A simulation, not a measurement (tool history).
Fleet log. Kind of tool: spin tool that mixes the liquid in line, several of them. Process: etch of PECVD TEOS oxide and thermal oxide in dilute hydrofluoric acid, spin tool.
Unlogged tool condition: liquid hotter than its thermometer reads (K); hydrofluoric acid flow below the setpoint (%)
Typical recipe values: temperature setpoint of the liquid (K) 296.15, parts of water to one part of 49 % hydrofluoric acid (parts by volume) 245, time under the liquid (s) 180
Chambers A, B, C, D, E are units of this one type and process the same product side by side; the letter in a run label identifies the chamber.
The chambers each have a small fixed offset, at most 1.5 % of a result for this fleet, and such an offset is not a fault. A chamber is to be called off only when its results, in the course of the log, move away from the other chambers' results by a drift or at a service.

| run | hour | temperature setpoint of the liquid (K) | parts of water to one part of 49 % hydrofluoric acid (parts by volume) | time under the liquid (s) | hours since the thermometer was replaced | hours since the hydrofluoric acid flow meter was replaced | read-back film thickness of the PECVD TEOS oxide reference wafer, read on the same gauge (nm) | read-back film thickness of the thermal oxide reference wafer, read on the same gauge (nm) | thickness taken off the PECVD TEOS oxide on a monitor wafer (angstrom) | thickness taken off the thermal oxide on a monitor wafer (angstrom) |
|---|---|---|---|---|---|---|---|---|---|---|
| 1D | 7.8 | 296.15 | 245 | 180 | 1684.9 | 963.1 | 39.98 | 30.008 | 73.012 | 30.98 |
| 2C | 13.5 | 296.15 | 245 | 180 | 1639.7 | 209.8 | 39.984 | 30.024 | 73.849 | 30.045 |
| 3A | 19.5 | 296.15 | 245 | 180 | 880.5 | 238.6 | 40.001 | 30.006 | 73.479 | 30.469 |
| 4B | 26.5 | 296.15 | 245 | 180 | 1511.1 | 570.2 | 39.993 | 30.005 | 74.025 | 30.084 |
| 5E | 32.6 | 296.15 | 245 | 180 | 1464.5 | 455.1 | 39.99 | 29.984 | 71.686 | 30.301 |
| 6E | 40.2 | 296.15 | 245 | 180 | 1472.1 | 462.7 | 39.982 | 30.009 | 73.279 | 30.145 |
| 7C | 46.9 | 296.15 | 245 | 180 | 1673.1 | 243.2 | 39.993 | 30.047 | 73.326 | 30.254 |
| 8D | 52.2 | 296.15 | 245 | 180 | 1729.3 | 1007.5 | 40.009 | 29.994 | 73.651 | 29.653 |
| 9A | 59.7 | 296.15 | 245 | 180 | 920.7 | 278.8 | 39.962 | 29.996 | 73.472 | 29.667 |
| 10B | 65.7 | 296.15 | 245 | 180 | 1550.3 | 609.4 | 39.996 | 29.977 | 73.761 | 30.165 |
|  | 67 | chamber A: thermometer replaced |
|  | 71.4 | chamber E: hydrofluoric acid flow meter replaced |
| 11D | 72.6 | 296.15 | 245 | 180 | 1749.7 | 1027.9 | 39.996 | 30.02 | 73.863 | 30.203 |
| 12C | 79.6 | 296.15 | 245 | 180 | 1705.8 | 275.9 | 40.012 | 30.01 | 73.207 | 30.615 |
| 13E | 83.9 | 296.15 | 245 | 180 | 1515.8 | 12.6 | 40.024 | 30.018 | 73.653 | 30.19 |
| 14A | 92.1 | 296.15 | 245 | 180 | 25.1 | 311.2 | 39.98 | 29.989 | 73.468 | 29.805 |
| 15B | 99.3 | 296.15 | 245 | 180 | 1583.9 | 643 | 39.974 | 30.003 | 72.854 | 30.462 |
| 16A | 106.8 | 296.15 | 245 | 180 | 39.8 | 325.9 | 40.02 | 29.975 | 73.576 | 30.189 |
| 17E | 111 | 296.15 | 245 | 180 | 1542.9 | 39.7 | 39.999 | 30.003 | 73.001 | 29.61 |
| 18D | 118.7 | 296.15 | 245 | 180 | 1795.8 | 1074 | 39.949 | 29.968 | 73.381 | 30.02 |
| 19C | 124.5 | 296.15 | 245 | 180 | 1750.7 | 320.8 | 40.012 | 30 | 72.93 | 30.784 |
| 20B | 132.6 | 296.15 | 245 | 180 | 1617.2 | 676.3 | 40.024 | 30.002 | 73.82 | 29.997 |
| 21D | 140 | 296.15 | 245 | 180 | 1817.1 | 1095.3 | 40.012 | 29.987 | 73.296 | 30.276 |
| 22A | 149 | 296.15 | 245 | 180 | 82 | 368.1 | 39.95 | 30.012 | 73.778 | 29.817 |
| 23B | 155.8 | 296.15 | 245 | 180 | 1640.4 | 699.5 | 39.967 | 30.003 | 73.798 | 29.449 |
| 24C | 161 | 296.15 | 245 | 180 | 1787.2 | 357.3 | 40.003 | 29.977 | 71.439 | 29.902 |
| 25E | 169.9 | 296.15 | 245 | 180 | 1601.8 | 98.6 | 40.009 | 29.967 | 72.375 | 29.183 |
| 26E | 174.5 | 296.15 | 245 | 180 | 1606.4 | 103.2 | 40.005 | 29.979 | 73.003 | 30.59 |
| 27C | 180.3 | 296.15 | 245 | 180 | 1806.5 | 376.6 | 39.985 | 30.015 | 71.501 | 29.976 |
| 28B | 187.1 | 296.15 | 140 | 180 | 1671.7 | 730.8 | 40.008 | 29.966 | 144.53 | 61.274 |
| 29D | 193.6 | 296.15 | 140 | 180 | 1870.7 | 1148.9 | 39.986 | 30.008 | 141.21 | 57.999 |
| 30A | 198.2 | 296.15 | 140 | 180 | 131.2 | 417.3 | 39.964 | 29.987 | 141.67 | 56.625 |
|  | 199.4 | chamber B: thermometer replaced |
| 31B | 203.3 | 296.15 | 140 | 180 | 4 | 747 | 40.004 | 29.994 | 146.23 | 59.808 |
| 32C | 210.5 | 296.15 | 140 | 180 | 1836.7 | 406.8 | 39.98 | 29.994 | 140.21 | 59.205 |
| 33A | 218.8 | 296.15 | 245 | 180 | 151.8 | 437.9 | 40.089 | 29.973 | 73.171 | 30.886 |
| 34D | 227.5 | 296.15 | 285 | 130 | 1904.6 | 1182.8 | 40.012 | 29.98 | 43.697 | 18.29 |
| 35E | 234 | 296.15 | 285 | 130 | 1665.9 | 162.7 | 39.988 | 30.033 | 43.583 | 18.146 |
| 36D | 238.2 | 296.15 | 285 | 130 | 1915.3 | 1193.5 | 39.986 | 29.994 | 43.934 | 18.333 |
| 37C | 244.9 | 296.15 | 285 | 130 | 1871.1 | 441.2 | 39.976 | 29.976 | 41.834 | 17.08 |
| 38B | 250 | 296.15 | 285 | 130 | 50.7 | 793.7 | 40.033 | 30.019 | 43.416 | 17.764 |
| 39A | 257.5 | 296.15 | 245 | 180 | 190.5 | 476.6 | 40.031 | 29.993 | 73.089 | 30.224 |
| 40E | 264.2 | 296.15 | 340 | 75 | 1696.1 | 192.9 | 40.057 | 29.995 | 19.639 | 8.191 |
| 41C | 269 | 296.15 | 340 | 75 | 1895.2 | 465.3 | 39.971 | 29.981 | 18.977 | 7.7058 |
| 42A | 273.9 | 296.15 | 340 | 75 | 206.9 | 493 | 40.01 | 30.021 | 20.24 | 8.2414 |
| 43D | 278 | 296.15 | 340 | 75 | 1955.1 | 1233.3 | 39.994 | 30.003 | 20.128 | 8.1819 |

Each of the 5 chambers runs these same settings next. Fill in every chamber's results:
| 44A | 284.4 | 296.15 | 335 | 180 |  |  |  |  | ? | ? |
| 44B | 284.4 | 296.15 | 335 | 180 |  |  |  |  | ? | ? |
| 44C | 284.4 | 296.15 | 335 | 180 |  |  |  |  | ? | ? |
| 44D | 284.4 | 296.15 | 335 | 180 |  |  |  |  | ? | ? |
| 44E | 284.4 | 296.15 | 335 | 180 |  |  |  |  | ? | ? |

| run | thickness taken off the PECVD TEOS oxide on a monitor wafer (angstrom) | thickness taken off the thermal oxide on a monitor wafer (angstrom) |
|---|---|---|
| 44A | 49.494 | 20.174 |
| 44B | 48.827 | 20.235 |
| 44C | 46.354 | 19.333 |
| 44D | 48.91 | 20.615 |
| 44E | 48.875 | 20.373 |

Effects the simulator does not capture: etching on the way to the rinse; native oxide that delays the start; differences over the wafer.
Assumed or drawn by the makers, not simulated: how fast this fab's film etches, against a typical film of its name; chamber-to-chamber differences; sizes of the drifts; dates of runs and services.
